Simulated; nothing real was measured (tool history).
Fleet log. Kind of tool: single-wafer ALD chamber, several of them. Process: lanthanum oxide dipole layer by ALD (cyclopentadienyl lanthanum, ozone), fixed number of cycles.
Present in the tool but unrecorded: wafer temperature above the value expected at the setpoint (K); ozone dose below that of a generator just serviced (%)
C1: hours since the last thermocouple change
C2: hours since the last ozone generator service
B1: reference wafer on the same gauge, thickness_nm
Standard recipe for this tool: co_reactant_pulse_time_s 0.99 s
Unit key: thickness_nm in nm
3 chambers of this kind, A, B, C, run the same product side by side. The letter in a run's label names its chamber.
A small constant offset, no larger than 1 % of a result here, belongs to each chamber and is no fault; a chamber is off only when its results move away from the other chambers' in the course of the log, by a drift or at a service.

{"run": "1C", "hour": 5.9, "co_reactant_pulse_time_s": 0.99, "C1": 976.2, "C2": 176.9, "B1": 0.4323, "thickness_nm": 0.49767}
{"run": "2B", "hour": 12.5, "co_reactant_pulse_time_s": 0.99, "C1": 1190.4, "C2": 116.2, "B1": 0.43198, "thickness_nm": 0.50413}
{"run": "3A", "hour": 17.3, "co_reactant_pulse_time_s": 0.99, "C1": 972.2, "C2": 757.1, "B1": 0.43188, "thickness_nm": 0.49861}
{"run": "4A", "hour": 22.2, "co_reactant_pulse_time_s": 0.99, "C1": 977.1, "C2": 762.0, "B1": 0.43202, "thickness_nm": 0.4974}
{"run": "5C", "hour": 28.0, "co_reactant_pulse_time_s": 0.99, "C1": 998.3, "C2": 199.0, "B1": 0.43223, "thickness_nm": 0.49687}
{"run": "6B", "hour": 31.4, "co_reactant_pulse_time_s": 0.99, "C1": 1209.3, "C2": 135.1, "B1": 0.43195, "thickness_nm": 0.5019}
{"run": "7A", "hour": 37.9, "co_reactant_pulse_time_s": 0.99, "C1": 992.8, "C2": 777.7, "B1": 0.43202, "thickness_nm": 0.49511}
{"run": "8B", "hour": 43.0, "co_reactant_pulse_time_s": 1.25, "C1": 1220.9, "C2": 146.7, "B1": 0.43198, "thickness_nm": 0.53604}
{"run": "9C", "hour": 48.9, "co_reactant_pulse_time_s": 1.25, "C1": 1019.2, "C2": 219.9, "B1": 0.43174, "thickness_nm": 0.5312}
{"run": "10C", "hour": 52.0, "co_reactant_pulse_time_s": 1.25, "C1": 1022.3, "C2": 223.0, "B1": 0.43201, "thickness_nm": 0.52881}
{"run": "11A", "hour": 58.8, "co_reactant_pulse_time_s": 0.99, "C1": 1013.7, "C2": 798.6, "B1": 0.43187, "thickness_nm": 0.49711}
{"run": "12B", "hour": 63.4, "co_reactant_pulse_time_s": 0.99, "C1": 1241.3, "C2": 167.1, "B1": 0.43206, "thickness_nm": 0.50191}
{"run": "13A", "hour": 68.8, "co_reactant_pulse_time_s": 1.21, "C1": 1023.7, "C2": 808.6, "B1": 0.43171, "thickness_nm": 0.52288}
{"run": "14B", "hour": 74.6, "co_reactant_pulse_time_s": 1.21, "C1": 1252.5, "C2": 178.3, "B1": 0.43161, "thickness_nm": 0.53199}
{"run": "15C", "hour": 81.4, "co_reactant_pulse_time_s": 1.21, "C1": 1051.7, "C2": 252.4, "B1": 0.43212, "thickness_nm": 0.52481}
{"run": "16A", "hour": 85.1, "co_reactant_pulse_time_s": 1.21, "C1": 1040.0, "C2": 824.9, "B1": 0.43186, "thickness_nm": 0.5223}
{"run": "17B", "hour": 91.5, "co_reactant_pulse_time_s": 1.21, "C1": 1269.4, "C2": 195.2, "B1": 0.43195, "thickness_nm": 0.53194}
{"run": "18C", "hour": 94.7, "co_reactant_pulse_time_s": 1.21, "C1": 1065.0, "C2": 265.7, "B1": 0.43224, "thickness_nm": 0.5264}
{"run": "19B", "hour": 98.8, "co_reactant_pulse_time_s": 0.99, "C1": 1276.7, "C2": 202.5, "B1": 0.43191, "thickness_nm": 0.50226}
{"run": "20C", "hour": 102.9, "co_reactant_pulse_time_s": 0.99, "C1": 1073.2, "C2": 273.9, "B1": 0.43188, "thickness_nm": 0.4993}
{"run": "21A", "hour": 107.2, "co_reactant_pulse_time_s": 0.64, "C1": 1062.1, "C2": 847.0, "B1": 0.43201, "thickness_nm": 0.40676}
{"run": "22A", "hour": 110.5, "co_reactant_pulse_time_s": 0.64, "C1": 1065.4, "C2": 850.3, "B1": 0.43226, "thickness_nm": 0.4023}
{"run": "23C", "hour": 116.1, "co_reactant_pulse_time_s": 0.64, "C1": 1086.4, "C2": 287.1, "B1": 0.43197, "thickness_nm": 0.41668}
{"run": "24B", "hour": 122.0, "co_reactant_pulse_time_s": 0.99, "C1": 1299.9, "C2": 225.7, "B1": 0.43188, "thickness_nm": 0.50017}
{"run": "25A", "hour": 126.6, "co_reactant_pulse_time_s": 0.99, "C1": 1081.5, "C2": 866.4, "B1": 0.43209, "thickness_nm": 0.48765}
{"run": "26C", "hour": 132.4, "co_reactant_pulse_time_s": 1.37, "C1": 1102.7, "C2": 303.4, "B1": 0.43178, "thickness_nm": 0.54077}
{"run": "27B", "hour": 135.6, "co_reactant_pulse_time_s": 1.37, "C1": 1313.5, "C2": 239.3, "B1": 0.43217, "thickness_nm": 0.54697}
{"run": "28A", "hour": 140.1, "co_reactant_pulse_time_s": 1.37, "C1": 1095.0, "C2": 879.9, "B1": 0.43204, "thickness_nm": 0.53083}
{"run": "29B", "hour": 144.6, "co_reactant_pulse_time_s": 0.99, "C1": 1322.5, "C2": 248.3, "B1": 0.43197, "thickness_nm": 0.50104}
{"run": "30C", "hour": 148.6, "co_reactant_pulse_time_s": 0.61, "C1": 1118.9, "C2": 319.6, "B1": 0.43188, "thickness_nm": 0.40626}
{"run": "31C", "hour": 152.5, "co_reactant_pulse_time_s": 0.61, "C1": 1122.8, "C2": 323.5, "B1": 0.43206, "thickness_nm": 0.40641}

Read the log: is a single chamber off, either drifting away or since a service, is the gauge that measures every chamber drifting, or is nothing wrong beyond small per-chamber offsets? Name any odd chamber and what most likely caused it.

Chamber A drifts away from the others.
Likeliest cause: ozone dose below that of a generator just serviced (%) = 10.3.

Which of the 4 candidates below, each the usual settings with something changed and its results left as question marks, puts chamber A back in line with what the other chambers give on the usual settings?
In line means no further than this from the other chambers' mean on the usual settings: thickness_nm 0.00540 nm
{"run": "32A-1", "hour": 157.5, "co_reactant_pulse_time_s": 1.17, "thickness_nm": "?"}
{"run": "32A-2", "hour": 157.5, "co_reactant_pulse_time_s": 0.86, "thickness_nm": "?"}
{"run": "32A-3", "hour": 157.5, "co_reactant_pulse_time_s": 1.1, "thickness_nm": "?"}
{"run": "32A-4", "hour": 157.5, "co_reactant_pulse_time_s": 0.9, "thickness_nm": "?"}

Mean of the other chambers on the usual settings: thickness_nm 0.49986 nm
run=32A-1 thickness_nm=0.50788
run=32A-2 thickness_nm=0.45551
run=32A-3 thickness_nm=0.49845
run=32A-4 thickness_nm=0.46400
32A-3 puts the chamber back in line with the other chambers.

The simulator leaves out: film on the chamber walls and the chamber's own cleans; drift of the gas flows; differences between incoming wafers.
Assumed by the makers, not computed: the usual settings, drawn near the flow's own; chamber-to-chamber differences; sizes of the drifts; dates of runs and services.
